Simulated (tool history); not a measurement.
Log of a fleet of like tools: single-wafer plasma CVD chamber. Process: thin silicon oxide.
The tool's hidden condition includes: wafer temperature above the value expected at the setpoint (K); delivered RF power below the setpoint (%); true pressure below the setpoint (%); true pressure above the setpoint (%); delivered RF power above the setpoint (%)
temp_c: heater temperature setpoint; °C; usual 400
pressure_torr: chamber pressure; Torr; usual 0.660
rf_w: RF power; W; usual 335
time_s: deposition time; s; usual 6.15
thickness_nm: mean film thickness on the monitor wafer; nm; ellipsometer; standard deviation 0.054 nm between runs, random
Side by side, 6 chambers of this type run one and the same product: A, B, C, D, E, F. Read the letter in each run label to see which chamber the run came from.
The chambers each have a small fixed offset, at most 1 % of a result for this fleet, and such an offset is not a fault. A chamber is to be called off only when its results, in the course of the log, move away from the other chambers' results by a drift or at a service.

run	hour	temp_c	pressure_torr	rf_w	time_s	hours since the last thermocouple change	hours since the last RF generator calibration	hours since the last manometer calibration	read-back reference wafer on the same gauge, thickness_nm	thickness_nm
# hour 4.8: chamber B: thermocouple changed; heater temperature recalibrated
1F	6.0	400	0.660	335	6.15	97.5	132.3	85.6	11.101	9.6989
2D	10.6	400	0.660	335	6.15	350.4	826.6	72.3	11.076	9.6528
3A	15.8	400	0.660	335	6.15	1254.7	1214.5	756.2	11.074	9.7664
4E	21.8	400	0.660	335	6.15	800.8	672.4	984.4	11.083	9.6373
5B	27.4	400	0.660	335	6.15	22.7	108.8	1212.1	11.060	9.7531
6C	32.6	400	0.660	335	6.15	515.6	565.3	1415.8	11.094	9.7921
7C	39.5	400	0.660	335	6.15	522.5	572.2	1422.7	11.082	9.7023
8E	45.7	400	0.660	335	6.15	824.7	696.3	1008.3	11.082	9.7305
9B	51.6	400	0.660	335	6.86	46.9	133.0	1236.3	11.083	10.8830
10F	58.3	400	0.660	335	6.86	149.8	184.6	137.9	11.064	10.8780
11D	63.4	400	0.660	335	6.86	403.2	879.4	125.1	11.067	10.8490
12A	68.0	400	0.660	335	6.86	1306.9	1266.7	808.4	11.077	10.6650
13A	72.5	400	0.660	335	6.86	1311.4	1271.2	812.9	11.073	10.8640
14B	78.6	400	0.660	335	6.86	73.9	160.0	1263.3	11.084	10.9690
15D	84.8	400	0.660	335	6.15	424.6	900.8	146.5	11.072	9.6448
16C	90.0	400	0.660	335	6.15	573.0	622.7	1473.2	11.075	9.7720
17F	95.1	400	0.660	335	6.15	186.6	221.4	174.7	11.085	9.7954
18E	100.4	400	0.660	335	6.15	879.4	751.0	1063.0	11.072	9.6131
19F	105.4	400	0.660	335	6.15	196.9	231.7	185.0	11.082	9.7948
20D	111.9	400	0.660	335	6.15	451.7	927.9	173.6	11.069	9.6662
21B	115.3	400	0.660	335	6.15	110.6	196.7	1300.0	11.076	9.7329
22A	121.7	400	0.660	335	6.15	1360.6	1320.4	862.1	11.082	9.5408
23C	126.3	400	0.660	335	6.15	609.3	659.0	1509.5	11.083	9.8018
24E	130.4	400	0.660	335	6.15	909.4	781.0	1093.0	11.084	9.6368
25E	135.0	400	0.599	335	6.15	914.0	785.6	1097.6	11.058	8.7116
26F	141.4	400	0.599	335	6.15	232.9	267.7	221.0	11.076	8.7006
27B	146.4	400	0.599	335	6.15	141.7	227.8	1331.1	11.083	8.7139
28C	150.0	400	0.599	335	6.15	633.0	682.7	1533.2	11.090	8.7707
# hour 151.3: chamber B: capacitance manometer re-zeroed and calibrated
29A	157.3	400	0.599	335	6.15	1396.2	1356.0	897.7	11.078	8.5280
30D	163.8	400	0.599	335	6.15	503.6	979.8	225.5	11.084	8.7670
31F	167.5	400	0.660	335	6.15	259.0	293.8	247.1	11.071	9.8171
32C	174.7	400	0.660	335	6.15	657.7	707.4	1557.9	11.084	9.7655
# hour 180.1: chamber A: RF generator calibrated
33E	180.5	400	0.660	335	6.15	959.5	831.1	1143.1	11.085	9.7975
34D	187.0	400	0.660	335	6.15	526.8	1003.0	248.7	11.079	9.7526
35A	194.1	386	0.660	335	5.73	1433.0	14.1	934.5	11.082	8.9489
36B	199.1	386	0.660	335	5.73	194.4	280.5	47.9	11.087	9.1076
37B	204.1	386	0.660	335	5.73	199.4	285.5	52.9	11.066	9.1483

Read the log: is a single chamber off, either drifting away or since a service, is the gauge that measures every chamber drifting, or is nothing wrong beyond small per-chamber offsets? Name any odd chamber and what most likely caused it.

One chamber, A, drifts off from the rest bit by bit.
Cause: true pressure below the setpoint (%) = 3.84.

Here are 4 candidates for chamber A's next run, each the usual settings with a change, their results left as question marks. Which one brings its results back in line with what the others give on the usual settings?
A result is in line if it is within this distance of the other chambers' mean on the usual settings: thickness_nm 0.1900 nm
38A-1	209.3	400	0.675	335	6.23					?
38A-2	209.3	400	0.688	340	6.31					?
38A-3	209.3	400	0.660	330	5.94					?
38A-4	209.3	400	0.617	330	6.15					?

The mean the other chambers reach with the usual settings: thickness_nm 9.7386 nm
run	thickness_nm
38A-1	9.6807
38A-2	10.0640
38A-3	8.9602
38A-4	8.6369
Change 38A-1 lands the chamber within the allowed miss of the other chambers.

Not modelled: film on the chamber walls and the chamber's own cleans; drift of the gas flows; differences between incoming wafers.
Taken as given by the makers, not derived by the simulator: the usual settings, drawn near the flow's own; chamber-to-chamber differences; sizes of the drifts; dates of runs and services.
